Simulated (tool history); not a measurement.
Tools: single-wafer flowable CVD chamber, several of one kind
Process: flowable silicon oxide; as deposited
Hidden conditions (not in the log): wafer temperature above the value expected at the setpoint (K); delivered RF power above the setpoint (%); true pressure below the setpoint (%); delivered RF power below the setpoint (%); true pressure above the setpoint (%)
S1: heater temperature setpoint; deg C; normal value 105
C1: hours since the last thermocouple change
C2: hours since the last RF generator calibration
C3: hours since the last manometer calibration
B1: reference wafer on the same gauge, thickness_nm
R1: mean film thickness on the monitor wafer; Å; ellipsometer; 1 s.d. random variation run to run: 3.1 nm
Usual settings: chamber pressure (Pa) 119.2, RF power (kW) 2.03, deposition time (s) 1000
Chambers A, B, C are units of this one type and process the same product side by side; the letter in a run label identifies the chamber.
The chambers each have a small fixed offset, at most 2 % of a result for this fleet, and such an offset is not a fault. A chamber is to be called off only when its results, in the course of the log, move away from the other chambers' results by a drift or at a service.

{"run": "1C", "day": 0.275, "S1": 105, "chamber pressure (Pa)": 119.2, "RF power (kW)": 2.03, "deposition time (s)": 1000, "C1": 726.5, "C2": 68.6, "C3": 1210.8, "B1": 614.52, "R1": 6021}
{"run": "2B", "day": 0.471, "S1": 105, "chamber pressure (Pa)": 119.2, "RF power (kW)": 2.03, "deposition time (s)": 1000, "C1": 1014.1, "C2": 110.1, "C3": 2133.1, "B1": 613.95, "R1": 5805.3}
{"run": "3A", "day": 0.638, "S1": 105, "chamber pressure (Pa)": 119.2, "RF power (kW)": 2.03, "deposition time (s)": 1000, "C1": 711.8, "C2": 518.5, "C3": 1322.5, "B1": 613.62, "R1": 5889.1}
{"run": "4B", "day": 0.812, "S1": 105, "chamber pressure (Pa)": 119.2, "RF power (kW)": 2.03, "deposition time (s)": 1000, "C1": 1022.3, "C2": 118.3, "C3": 2141.3, "B1": 613.19, "R1": 5826.4}
{"run": "5A", "day": 0.988, "S1": 105, "chamber pressure (Pa)": 119.2, "RF power (kW)": 2.03, "deposition time (s)": 1000, "C1": 720.2, "C2": 526.9, "C3": 1330.9, "B1": 613.05, "R1": 5898.3}
{"run": "6C", "day": 1.271, "S1": 99, "chamber pressure (Pa)": 119.2, "RF power (kW)": 2.03, "deposition time (s)": 1000, "C1": 750.4, "C2": 92.5, "C3": 1234.7, "B1": 613.91, "R1": 7384.3}
{"run": "7B", "day": 1.471, "S1": 99, "chamber pressure (Pa)": 119.2, "RF power (kW)": 2.03, "deposition time (s)": 1000, "C1": 1038.1, "C2": 134.1, "C3": 2157.1, "B1": 614.02, "R1": 7155.6}
{"run": "8A", "day": 1.612, "S1": 99, "chamber pressure (Pa)": 119.2, "RF power (kW)": 2.03, "deposition time (s)": 1000, "C1": 735.2, "C2": 541.9, "C3": 1345.9, "B1": 613.87, "R1": 7183.8}
{"run": "9C", "day": 1.808, "S1": 105, "chamber pressure (Pa)": 119.2, "RF power (kW)": 2.03, "deposition time (s)": 1000, "C1": 763.3, "C2": 105.4, "C3": 1247.6, "B1": 613.61, "R1": 5991.4}
{"run": "10A", "day": 2.012, "S1": 105, "chamber pressure (Pa)": 119.2, "RF power (kW)": 2.03, "deposition time (s)": 1000, "C1": 744.8, "C2": 551.5, "C3": 1355.5, "B1": 614.36, "R1": 5878.4}
{"run": "11B", "day": 2.229, "S1": 105, "chamber pressure (Pa)": 119.2, "RF power (kW)": 2.03, "deposition time (s)": 1000, "C1": 1056.3, "C2": 152.3, "C3": 2175.3, "B1": 614.1, "R1": 5827.1}
{"run": "12C", "day": 2.388, "S1": 105, "chamber pressure (Pa)": 119.2, "RF power (kW)": 2.03, "deposition time (s)": 1000, "C1": 777.2, "C2": 119.3, "C3": 1261.5, "B1": 613.53, "R1": 6055.5}
{"run": "13C", "day": 2.675, "S1": 105, "chamber pressure (Pa)": 119.2, "RF power (kW)": 2.03, "deposition time (s)": 1000, "C1": 784.1, "C2": 126.2, "C3": 1268.4, "B1": 614.18, "R1": 6020.9}
{"run": "14A", "day": 2.825, "S1": 105, "chamber pressure (Pa)": 119.2, "RF power (kW)": 2.03, "deposition time (s)": 1000, "C1": 764.3, "C2": 571, "C3": 1375, "B1": 613.73, "R1": 5879}
{"run": "15B", "day": 3.012, "S1": 105, "chamber pressure (Pa)": 119.2, "RF power (kW)": 2.03, "deposition time (s)": 1000, "C1": 1075.1, "C2": 171.1, "C3": 2194.1, "B1": 614.86, "R1": 5833.7}
{"run": "16A", "day": 3.2, "S1": 105, "chamber pressure (Pa)": 119.2, "RF power (kW)": 2.03, "deposition time (s)": 1000, "C1": 773.3, "C2": 580, "C3": 1384, "B1": 614.37, "R1": 5890.9}
{"run": "17B", "day": 3.358, "S1": 105, "chamber pressure (Pa)": 119.2, "RF power (kW)": 2.03, "deposition time (s)": 1000, "C1": 1083.4, "C2": 179.4, "C3": 2202.4, "B1": 613.74, "R1": 5805.3}
{"run": "18C", "day": 3.562, "S1": 105, "chamber pressure (Pa)": 119.2, "RF power (kW)": 2.03, "deposition time (s)": 1000, "C1": 805.4, "C2": 147.5, "C3": 1289.7, "B1": 614.21, "R1": 5988.2}
{"run": "19B", "day": 3.771, "S1": 105, "chamber pressure (Pa)": 119.2, "RF power (kW)": 2.03, "deposition time (s)": 1000, "C1": 1093.3, "C2": 189.3, "C3": 2212.3, "B1": 613.01, "R1": 5806}
{"run": "20A", "day": 3.908, "S1": 91, "chamber pressure (Pa)": 119.2, "RF power (kW)": 2.03, "deposition time (s)": 1080, "C1": 790.3, "C2": 597, "C3": 1401, "B1": 614.73, "R1": 10159}
{"day": 4.025, "done": "chamber C: capacitance manometer re-zeroed and calibrated"}
{"run": "21C", "day": 4.104, "S1": 91, "chamber pressure (Pa)": 119.2, "RF power (kW)": 2.03, "deposition time (s)": 1080, "C1": 818.4, "C2": 160.5, "C3": 1.9, "B1": 613.69, "R1": 9683.7}
{"run": "22B", "day": 4.396, "S1": 91, "chamber pressure (Pa)": 119.2, "RF power (kW)": 2.03, "deposition time (s)": 1080, "C1": 1108.3, "C2": 204.3, "C3": 2227.3, "B1": 613.81, "R1": 10119}
{"run": "23A", "day": 4.608, "S1": 105, "chamber pressure (Pa)": 119.2, "RF power (kW)": 2.03, "deposition time (s)": 1000, "C1": 807.1, "C2": 613.8, "C3": 1417.8, "B1": 614.31, "R1": 5962.8}
{"run": "24C", "day": 4.908, "S1": 105, "chamber pressure (Pa)": 119.2, "RF power (kW)": 2.03, "deposition time (s)": 1000, "C1": 837.7, "C2": 179.8, "C3": 21.2, "B1": 613.82, "R1": 5626}
{"run": "25A", "day": 5.121, "S1": 105, "chamber pressure (Pa)": 119.2, "RF power (kW)": 2.03, "deposition time (s)": 1000, "C1": 819.4, "C2": 626.1, "C3": 1430.1, "B1": 614.31, "R1": 5872.8}
{"run": "26C", "day": 5.417, "S1": 105, "chamber pressure (Pa)": 119.2, "RF power (kW)": 2.03, "deposition time (s)": 1000, "C1": 849.9, "C2": 192, "C3": 33.4, "B1": 614.17, "R1": 5606}
{"run": "27B", "day": 5.579, "S1": 105, "chamber pressure (Pa)": 119.2, "RF power (kW)": 2.03, "deposition time (s)": 1000, "C1": 1136.7, "C2": 232.7, "C3": 2255.7, "B1": 613.78, "R1": 5829.5}
{"run": "28C", "day": 5.817, "S1": 105, "chamber pressure (Pa)": 119.2, "RF power (kW)": 2.03, "deposition time (s)": 1000, "C1": 859.5, "C2": 201.6, "C3": 43, "B1": 614.29, "R1": 5585.9}
{"run": "29A", "day": 6.004, "S1": 105, "chamber pressure (Pa)": 119.2, "RF power (kW)": 2.03, "deposition time (s)": 1000, "C1": 840.6, "C2": 647.3, "C3": 1451.3, "B1": 614.47, "R1": 5910.1}
{"run": "30B", "day": 6.25, "S1": 105, "chamber pressure (Pa)": 119.2, "RF power (kW)": 2.03, "deposition time (s)": 1000, "C1": 1152.8, "C2": 248.8, "C3": 2271.8, "B1": 613.89, "R1": 5891.7}
{"run": "31A", "day": 6.425, "S1": 105, "chamber pressure (Pa)": 119.2, "RF power (kW)": 2.03, "deposition time (s)": 1000, "C1": 850.7, "C2": 657.4, "C3": 1461.4, "B1": 613.61, "R1": 5953.4}
{"run": "32C", "day": 6.583, "S1": 105, "chamber pressure (Pa)": 119.2, "RF power (kW)": 2.03, "deposition time (s)": 1000, "C1": 877.9, "C2": 220, "C3": 61.4, "B1": 614.11, "R1": 5620}
{"run": "33B", "day": 6.862, "S1": 105, "chamber pressure (Pa)": 119.2, "RF power (kW)": 2.03, "deposition time (s)": 1000, "C1": 1167.5, "C2": 263.5, "C3": 2286.5, "B1": 614.63, "R1": 5850.8}
{"run": "34C", "day": 7.054, "S1": 105, "chamber pressure (Pa)": 119.2, "RF power (kW)": 2.365, "deposition time (s)": 1000, "C1": 889.2, "C2": 231.3, "C3": 72.7, "B1": 613.58, "R1": 5704.9}
{"run": "35A", "day": 7.317, "S1": 105, "chamber pressure (Pa)": 119.2, "RF power (kW)": 2.365, "deposition time (s)": 1000, "C1": 872.1, "C2": 678.8, "C3": 1482.8, "B1": 613.85, "R1": 6106.2}
{"run": "36B", "day": 7.458, "S1": 105, "chamber pressure (Pa)": 119.2, "RF power (kW)": 2.365, "deposition time (s)": 1000, "C1": 1181.8, "C2": 277.8, "C3": 2300.8, "B1": 614.31, "R1": 6001.5}
{"run": "37A", "day": 7.738, "S1": 105, "chamber pressure (Pa)": 119.2, "RF power (kW)": 2.03, "deposition time (s)": 1000, "C1": 882.2, "C2": 688.9, "C3": 1492.9, "B1": 613.87, "R1": 5929.4}
{"run": "38B", "day": 8.021, "S1": 105, "chamber pressure (Pa)": 119.2, "RF power (kW)": 2.03, "deposition time (s)": 1000, "C1": 1195.3, "C2": 291.3, "C3": 2314.3, "B1": 613.91, "R1": 5827.7}
{"run": "39C", "day": 8.167, "S1": 105, "chamber pressure (Pa)": 119.2, "RF power (kW)": 2.03, "deposition time (s)": 1000, "C1": 915.9, "C2": 258, "C3": 99.4, "B1": 614.19, "R1": 5583.7}
{"run": "40B", "day": 8.333, "S1": 105, "chamber pressure (Pa)": 143.7, "RF power (kW)": 2.03, "deposition time (s)": 1000, "C1": 1202.8, "C2": 298.8, "C3": 2321.8, "B1": 613.81, "R1": 7359.6}
{"run": "41C", "day": 8.554, "S1": 105, "chamber pressure (Pa)": 143.7, "RF power (kW)": 2.03, "deposition time (s)": 1000, "C1": 925.2, "C2": 267.3, "C3": 108.7, "B1": 613.98, "R1": 7030}
{"run": "42A", "day": 8.775, "S1": 105, "chamber pressure (Pa)": 143.7, "RF power (kW)": 2.03, "deposition time (s)": 1000, "C1": 907.1, "C2": 713.8, "C3": 1517.8, "B1": 613.87, "R1": 7379.6}

Which is it: a chamber that has drifted or been left off by a service, a gauge drift common to all chambers, or only each chamber's usual small offset? If a chamber is off, name it and its likeliest cause.

The work done on chamber C during a service left it standing apart from the others.
Likeliest cause: true pressure below the setpoint (%) = 5.5.

Chamber C could run next with any of the 4 candidate recipes listed below; each alters the usual settings, and their results appear as question marks. Which one brings its results back in line with what the other chambers deliver on the usual settings?
In line here means within this much of the mean the other chambers give on the usual settings: R1 110 Å
{"run": "43C-1", "day": 8.996, "S1": 106, "chamber pressure (Pa)": 118, "RF power (kW)": 2.03, "deposition time (s)": 1000, "R1": "?"}
{"run": "43C-2", "day": 8.996, "S1": 103, "chamber pressure (Pa)": 121.5, "RF power (kW)": 2.035, "deposition time (s)": 1010, "R1": "?"}
{"run": "43C-3", "day": 8.996, "S1": 105, "chamber pressure (Pa)": 119.2, "RF power (kW)": 1.46, "deposition time (s)": 1000, "R1": "?"}
{"run": "43C-4", "day": 8.996, "S1": 105, "chamber pressure (Pa)": 123.5, "RF power (kW)": 2.03, "deposition time (s)": 1000, "R1": "?"}

Mean of the other chambers on the usual settings: R1 5866.9 Å
run=43C-1 R1=5346.6
run=43C-2 R1=6207.2
run=43C-3 R1=5113.4
run=43C-4 R1=5866
With 43C-4, the chamber falls back in line with the rest.
